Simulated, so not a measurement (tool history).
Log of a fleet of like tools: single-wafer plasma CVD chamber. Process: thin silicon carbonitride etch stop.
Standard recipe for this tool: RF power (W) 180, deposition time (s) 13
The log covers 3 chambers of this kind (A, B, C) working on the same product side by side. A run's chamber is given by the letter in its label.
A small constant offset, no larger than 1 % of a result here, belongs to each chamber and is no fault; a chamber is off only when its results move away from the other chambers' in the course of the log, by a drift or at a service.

| run | hour | RF power (W) | deposition time (s) | hours since the last thermocouple change | hours since the last RF generator calibration | read-back reference wafer on the same gauge, thickness_nm | mean film thickness on the monitor wafer (nm) |
|---|---|---|---|---|---|---|---|
| 1B | 6.6 | 180 | 13 | 478.4 | 119.7 | 5.9596 | 7.1809 |
| 2C | 19.4 | 180 | 13 | 1016.3 | 420.1 | 5.9709 | 7.1398 |
| 3A | 32 | 180 | 13 | 1060 | 1232.9 | 5.9691 | 7.1428 |
| 4C | 41.7 | 180 | 13 | 1038.6 | 442.4 | 5.9659 | 7.1233 |
| 5A | 55.1 | 180 | 13 | 1083.1 | 1256 | 5.9724 | 7.1085 |
| 6B | 61.6 | 180 | 13 | 533.4 | 174.7 | 5.966 | 7.1785 |
| 7B | 75.5 | 180 | 13 | 547.3 | 188.6 | 5.9774 | 7.2174 |
| 8C | 89.3 | 180 | 13 | 1086.2 | 490 | 5.9764 | 7.0987 |
| 9A | 102.7 | 180 | 13 | 1130.7 | 1303.6 | 5.972 | 7.114 |
| 10C | 116 | 195 | 13.9 | 1112.9 | 516.7 | 5.9664 | 7.8395 |
| 11A | 128.8 | 195 | 13.9 | 1156.8 | 1329.7 | 5.9664 | 7.803 |
| 12B | 136.5 | 195 | 13.9 | 608.3 | 249.6 | 5.9844 | 7.7908 |
| 13B | 147 | 180 | 13 | 618.8 | 260.1 | 5.9751 | 7.1462 |
| 14C | 157.6 | 180 | 13 | 1154.5 | 558.3 | 5.9708 | 7.1506 |
| 15A | 165.5 | 180 | 13 | 1193.5 | 1366.4 | 5.9666 | 7.1085 |
| 16C | 176.4 | 180 | 13 | 1173.3 | 577.1 | 5.9747 | 7.0979 |
| 17A | 189.2 | 180 | 13 | 1217.2 | 1390.1 | 5.9619 | 7.1465 |
| 18B | 199.4 | 180 | 13 | 671.2 | 312.5 | 5.9618 | 7.1296 |
| 19A | 212.5 | 180 | 13 | 1240.5 | 1413.4 | 5.9734 | 7.1415 |
| 20C | 220.6 | 180 | 13 | 1217.5 | 621.3 | 5.9653 | 7.1345 |

Next, every chamber runs the same settings. What will each give?
| 21A | 230.6 | 200 | 13 |  |  |  | ? |
| 21B | 230.6 | 200 | 13 |  |  |  | ? |
| 21C | 230.6 | 200 | 13 |  |  |  | ? |

| run | mean film thickness on the monitor wafer (nm) |
|---|---|
| 21A | 7.3343 |
| 21B | 7.4568 |
| 21C | 7.3473 |

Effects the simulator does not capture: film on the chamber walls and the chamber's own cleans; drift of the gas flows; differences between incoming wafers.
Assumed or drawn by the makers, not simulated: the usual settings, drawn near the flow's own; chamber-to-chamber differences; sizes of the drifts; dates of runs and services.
